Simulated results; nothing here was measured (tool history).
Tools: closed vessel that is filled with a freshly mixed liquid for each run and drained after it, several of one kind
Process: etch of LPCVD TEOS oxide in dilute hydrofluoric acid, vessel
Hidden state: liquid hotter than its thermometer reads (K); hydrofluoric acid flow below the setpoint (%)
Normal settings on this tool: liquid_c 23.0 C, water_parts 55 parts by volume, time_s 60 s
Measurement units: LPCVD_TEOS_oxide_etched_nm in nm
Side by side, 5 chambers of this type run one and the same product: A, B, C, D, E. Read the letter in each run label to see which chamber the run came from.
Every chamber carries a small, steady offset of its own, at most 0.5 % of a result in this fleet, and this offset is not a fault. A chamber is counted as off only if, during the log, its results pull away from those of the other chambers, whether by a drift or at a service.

run	hour	liquid_c	water_parts	time_s	hours since the thermometer was replaced	hours since the hydrofluoric acid flow meter was replaced	read-back film thickness of the LPCVD TEOS oxide reference wafer, read on the same gauge (nm)	LPCVD_TEOS_oxide_etched_nm
1C	10.9	23.0	55	60	426.9	1867.6	119.99	28.935
2B	21.0	23.0	55	60	303.5	292.9	119.99	29.527
3E	32.3	23.0	55	60	151.4	944.5	120.01	28.907
4A	46.2	23.0	55	60	685.3	540.0	120.00	30.166
5D	61.9	23.0	55	60	183.3	580.1	119.98	29.751
# hour 73.5: chamber C: hydrofluoric acid flow meter replaced
6C	74.8	18.5	55	75	490.8	1.4	120.03	30.823
7E	88.1	18.5	55	75	207.2	1000.3	119.99	30.398
8B	98.1	18.5	55	75	380.6	370.0	120.00	30.697
9A	107.9	18.5	55	75	747.0	601.7	119.99	30.606
10D	119.0	18.5	55	75	240.4	637.2	120.02	30.849
11A	127.9	23.0	55	60	767.0	621.7	120.01	29.555
12D	141.0	23.0	55	60	262.4	659.2	119.96	29.630
13B	150.8	23.0	55	60	433.3	422.7	120.02	29.302
14E	157.6	23.0	55	60	276.7	1069.8	119.99	28.856
15C	166.9	23.0	55	60	582.9	93.5	120.00	29.846
16E	176.3	23.0	55	60	295.4	1088.5	120.02	29.263
17B	189.2	23.0	55	60	471.7	461.1	119.99	29.435
18D	196.5	23.0	55	60	317.9	714.7	120.01	29.365
19A	205.2	23.0	55	60	844.3	699.0	119.99	29.192
20C	218.3	23.0	55	60	634.3	144.9	119.99	29.476
21C	229.7	23.0	55	60	645.7	156.3	119.99	29.123
22A	239.6	23.0	55	60	878.7	733.4	120.01	29.444
23D	246.4	23.0	55	60	367.8	764.6	120.03	29.532
24B	254.0	23.0	55	60	536.5	525.9	120.01	29.437
25E	262.4	27.0	40	60	381.5	1174.6	119.97	46.092
26B	269.5	27.0	40	60	552.0	541.4	119.99	48.984
27C	280.9	27.0	40	60	696.9	207.5	120.00	49.001
28A	292.6	27.0	40	60	931.7	786.4	120.00	48.016
29E	302.9	27.0	40	60	422.0	1215.1	120.02	47.037
30D	314.7	23.0	55	60	436.1	832.9	120.01	29.549
31B	323.0	23.0	55	60	605.5	594.9	120.01	29.737
# hour 329.2: chamber C: thermometer replaced
32E	335.6	27.0	80	60	454.7	1247.8	120.00	22.028
33D	346.1	27.0	80	60	467.5	864.3	120.01	23.098
34C	355.7	27.0	80	60	26.5	282.3	120.00	23.000
35A	367.8	27.0	80	60	1006.9	861.6	120.00	22.878
36D	378.0	27.0	80	60	499.4	896.2	120.00	23.152
# hour 383.6: chamber E: thermometer replaced
37B	389.0	23.0	55	60	671.5	660.9	119.99	29.635
38A	402.9	23.0	55	60	1042.0	896.7	120.00	30.048
39C	417.5	23.0	55	70	88.3	344.1	120.01	34.091
40E	425.1	23.0	55	70	41.6	1337.3	120.00	32.493
41B	433.3	23.0	55	70	715.8	705.2	119.99	34.264
42E	448.1	23.0	55	70	64.6	1360.3	119.98	31.941

For the next run the whole fleet of 5 chambers uses the same settings. Give each chamber's results:
43A	459.3	23.0	55	60				?
43B	459.3	23.0	55	60				?
43C	459.3	23.0	55	60				?
43D	459.3	23.0	55	60				?
43E	459.3	23.0	55	60				?

run	LPCVD_TEOS_oxide_etched_nm
43A	28.938
43B	29.994
43C	29.421
43D	29.412
43E	27.426
